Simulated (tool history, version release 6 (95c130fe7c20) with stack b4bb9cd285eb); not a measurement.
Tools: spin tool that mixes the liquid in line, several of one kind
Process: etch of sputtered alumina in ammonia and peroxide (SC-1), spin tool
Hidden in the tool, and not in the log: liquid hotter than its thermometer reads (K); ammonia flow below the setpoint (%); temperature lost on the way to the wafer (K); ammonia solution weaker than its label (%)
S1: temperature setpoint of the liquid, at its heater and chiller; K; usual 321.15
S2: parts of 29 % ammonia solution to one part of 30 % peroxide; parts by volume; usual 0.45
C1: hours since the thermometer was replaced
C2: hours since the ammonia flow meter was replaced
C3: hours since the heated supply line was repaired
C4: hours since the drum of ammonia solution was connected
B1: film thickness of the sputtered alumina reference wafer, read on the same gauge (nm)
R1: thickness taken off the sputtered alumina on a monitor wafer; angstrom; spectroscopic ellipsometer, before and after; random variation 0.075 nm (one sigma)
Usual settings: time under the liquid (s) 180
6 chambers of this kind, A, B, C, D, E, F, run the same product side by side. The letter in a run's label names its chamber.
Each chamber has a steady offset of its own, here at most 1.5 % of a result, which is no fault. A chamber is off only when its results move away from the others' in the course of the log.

run 1B hour=4.4 | S1=321.15 S2=0.45 time_under_the_liquid_(s)=180 | C1=150.5 C2=189.5 C3=782.0 C4=130.6 | B1=39.988 | R1=85.357
run 2E hour=9.6 | S1=321.15 S2=0.45 time_under_the_liquid_(s)=180 | C1=1373.7 C2=468.1 C3=1749.1 C4=831.6 | B1=40.017 | R1=85.758
run 3C hour=16.8 | S1=321.15 S2=0.45 time_under_the_liquid_(s)=180 | C1=957.2 C2=191.9 C3=2136.3 C4=74.1 | B1=40.029 | R1=85.922
run 4D hour=23.3 | S1=321.15 S2=0.45 time_under_the_liquid_(s)=180 | C1=1505.4 C2=507.4 C3=612.0 C4=219.0 | B1=39.971 | R1=86.582
-- hour=23.7 chamber F: new drum of ammonia solution connected
run 5A hour=27.6 | S1=321.15 S2=0.45 time_under_the_liquid_(s)=180 | C1=1642.0 C2=264.6 C3=775.5 C4=158.9 | B1=40.005 | R1=83.656
run 6F hour=32.9 | S1=321.15 S2=0.45 time_under_the_liquid_(s)=180 | C1=812.6 C2=1504.2 C3=889.0 C4=9.3 | B1=39.980 | R1=84.969
-- hour=36.2 chamber E: ammonia flow meter replaced
-- hour=37.4 chamber F: ammonia flow meter replaced
run 7E hour=40.3 | S1=321.15 S2=0.45 time_under_the_liquid_(s)=180 | C1=1404.4 C2=4.2 C3=1779.8 C4=862.3 | B1=39.969 | R1=86.694
run 8A hour=43.9 | S1=321.15 S2=0.45 time_under_the_liquid_(s)=180 | C1=1658.3 C2=280.9 C3=791.8 C4=175.2 | B1=39.974 | R1=84.304
run 9D hour=47.8 | S1=321.15 S2=0.45 time_under_the_liquid_(s)=180 | C1=1529.9 C2=531.9 C3=636.5 C4=243.5 | B1=39.955 | R1=86.232
run 10C hour=51.9 | S1=321.15 S2=0.45 time_under_the_liquid_(s)=180 | C1=992.3 C2=227.0 C3=2171.4 C4=109.2 | B1=39.941 | R1=86.256
run 11B hour=58.5 | S1=321.15 S2=0.45 time_under_the_liquid_(s)=180 | C1=204.6 C2=243.6 C3=836.1 C4=184.7 | B1=39.984 | R1=85.665
run 12F hour=64.7 | S1=321.15 S2=0.45 time_under_the_liquid_(s)=180 | C1=844.4 C2=27.4 C3=920.8 C4=41.1 | B1=40.029 | R1=86.381
run 13F hour=69.0 | S1=321.15 S2=0.45 time_under_the_liquid_(s)=180 | C1=848.7 C2=31.7 C3=925.1 C4=45.4 | B1=40.028 | R1=85.578
run 14E hour=75.5 | S1=321.15 S2=0.45 time_under_the_liquid_(s)=180 | C1=1439.6 C2=39.4 C3=1815.0 C4=897.5 | B1=39.967 | R1=85.232
run 15C hour=80.0 | S1=321.15 S2=0.45 time_under_the_liquid_(s)=180 | C1=1020.4 C2=255.1 C3=2199.5 C4=137.3 | B1=40.029 | R1=85.995
run 16D hour=87.4 | S1=321.15 S2=0.45 time_under_the_liquid_(s)=180 | C1=1569.5 C2=571.5 C3=676.1 C4=283.1 | B1=40.023 | R1=86.308
run 17A hour=92.2 | S1=321.15 S2=0.45 time_under_the_liquid_(s)=180 | C1=1706.6 C2=329.2 C3=840.1 C4=223.5 | B1=40.030 | R1=85.247
run 18B hour=96.7 | S1=321.15 S2=0.60 time_under_the_liquid_(s)=275 | C1=242.8 C2=281.8 C3=874.3 C4=222.9 | B1=39.959 | R1=136.990
run 19B hour=100.5 | S1=321.15 S2=0.60 time_under_the_liquid_(s)=275 | C1=246.6 C2=285.6 C3=878.1 C4=226.7 | B1=40.045 | R1=132.760
run 20E hour=106.3 | S1=321.15 S2=0.60 time_under_the_liquid_(s)=275 | C1=1470.4 C2=70.2 C3=1845.8 C4=928.3 | B1=39.962 | R1=132.210
run 21F hour=110.2 | S1=321.15 S2=0.60 time_under_the_liquid_(s)=275 | C1=889.9 C2=72.9 C3=966.3 C4=86.6 | B1=39.985 | R1=139.740
run 22D hour=114.5 | S1=321.15 S2=0.60 time_under_the_liquid_(s)=275 | C1=1596.6 C2=598.6 C3=703.2 C4=310.2 | B1=39.994 | R1=137.640
run 23C hour=119.8 | S1=321.15 S2=0.60 time_under_the_liquid_(s)=275 | C1=1060.2 C2=294.9 C3=2239.3 C4=177.1 | B1=39.961 | R1=133.910
run 24A hour=123.3 | S1=317.15 S2=0.45 time_under_the_liquid_(s)=180 | C1=1737.7 C2=360.3 C3=871.2 C4=254.6 | B1=39.991 | R1=68.367
run 25F hour=128.1 | S1=317.15 S2=0.45 time_under_the_liquid_(s)=180 | C1=907.8 C2=90.8 C3=984.2 C4=104.5 | B1=40.046 | R1=70.241
run 26C hour=133.4 | S1=317.15 S2=0.45 time_under_the_liquid_(s)=180 | C1=1073.8 C2=308.5 C3=2252.9 C4=190.7 | B1=39.963 | R1=69.170
run 27B hour=138.7 | S1=317.15 S2=0.45 time_under_the_liquid_(s)=180 | C1=284.8 C2=323.8 C3=916.3 C4=264.9 | B1=40.053 | R1=68.424
run 28A hour=142.9 | S1=317.15 S2=0.45 time_under_the_liquid_(s)=180 | C1=1757.3 C2=379.9 C3=890.8 C4=274.2 | B1=40.014 | R1=68.134
run 29D hour=150.1 | S1=317.15 S2=0.45 time_under_the_liquid_(s)=180 | C1=1632.2 C2=634.2 C3=738.8 C4=345.8 | B1=39.968 | R1=69.503
run 30E hour=154.7 | S1=321.15 S2=0.45 time_under_the_liquid_(s)=180 | C1=1518.8 C2=118.6 C3=1894.2 C4=976.7 | B1=39.992 | R1=86.232
-- hour=158.2 chamber F: heated supply line repaired
run 31B hour=159.2 | S1=321.15 S2=0.45 time_under_the_liquid_(s)=180 | C1=305.3 C2=344.3 C3=936.8 C4=285.4 | B1=39.980 | R1=85.214
-- hour=163.1 chamber A: heated supply line repaired
run 32A hour=164.6 | S1=321.15 S2=0.45 time_under_the_liquid_(s)=180 | C1=1779.0 C2=401.6 C3=1.6 C4=295.9 | B1=40.050 | R1=85.019
-- hour=167.5 chamber E: new drum of ammonia solution connected
run 33F hour=171.5 | S1=321.15 S2=0.45 time_under_the_liquid_(s)=180 | C1=951.2 C2=134.2 C3=13.4 C4=147.9 | B1=40.007 | R1=91.860
run 34C hour=175.2 | S1=321.15 S2=0.45 time_under_the_liquid_(s)=180 | C1=1115.6 C2=350.3 C3=2294.7 C4=232.5 | B1=39.964 | R1=86.118
run 35E hour=180.4 | S1=321.15 S2=0.45 time_under_the_liquid_(s)=180 | C1=1544.5 C2=144.3 C3=1919.9 C4=12.9 | B1=40.023 | R1=86.333
run 36D hour=186.6 | S1=321.15 S2=0.45 time_under_the_liquid_(s)=180 | C1=1668.7 C2=670.7 C3=775.3 C4=382.3 | B1=39.983 | R1=85.647
run 37D hour=193.2 | S1=321.15 S2=0.45 time_under_the_liquid_(s)=180 | C1=1675.3 C2=677.3 C3=781.9 C4=388.9 | B1=39.929 | R1=87.843
run 38F hour=198.9 | S1=321.15 S2=0.45 time_under_the_liquid_(s)=180 | C1=978.6 C2=161.6 C3=40.8 C4=175.3 | B1=39.987 | R1=93.509
run 39B hour=206.2 | S1=324.65 S2=0.45 time_under_the_liquid_(s)=180 | C1=352.3 C2=391.3 C3=983.8 C4=332.4 | B1=39.957 | R1=103.850

Next, every chamber runs the same settings. What will each give?
run 40A hour=211.5 | S1=313.65 S2=0.45 time_under_the_liquid_(s)=180 | R1=?
run 40B hour=211.5 | S1=313.65 S2=0.45 time_under_the_liquid_(s)=180 | R1=?
run 40C hour=211.5 | S1=313.65 S2=0.45 time_under_the_liquid_(s)=180 | R1=?
run 40D hour=211.5 | S1=313.65 S2=0.45 time_under_the_liquid_(s)=180 | R1=?
run 40E hour=211.5 | S1=313.65 S2=0.45 time_under_the_liquid_(s)=180 | R1=?
run 40F hour=211.5 | S1=313.65 S2=0.45 time_under_the_liquid_(s)=180 | R1=?

run=40A R1=55.282
run=40B R1=54.770
run=40C R1=55.708
run=40D R1=56.081
run=40E R1=55.951
run=40F R1=61.443
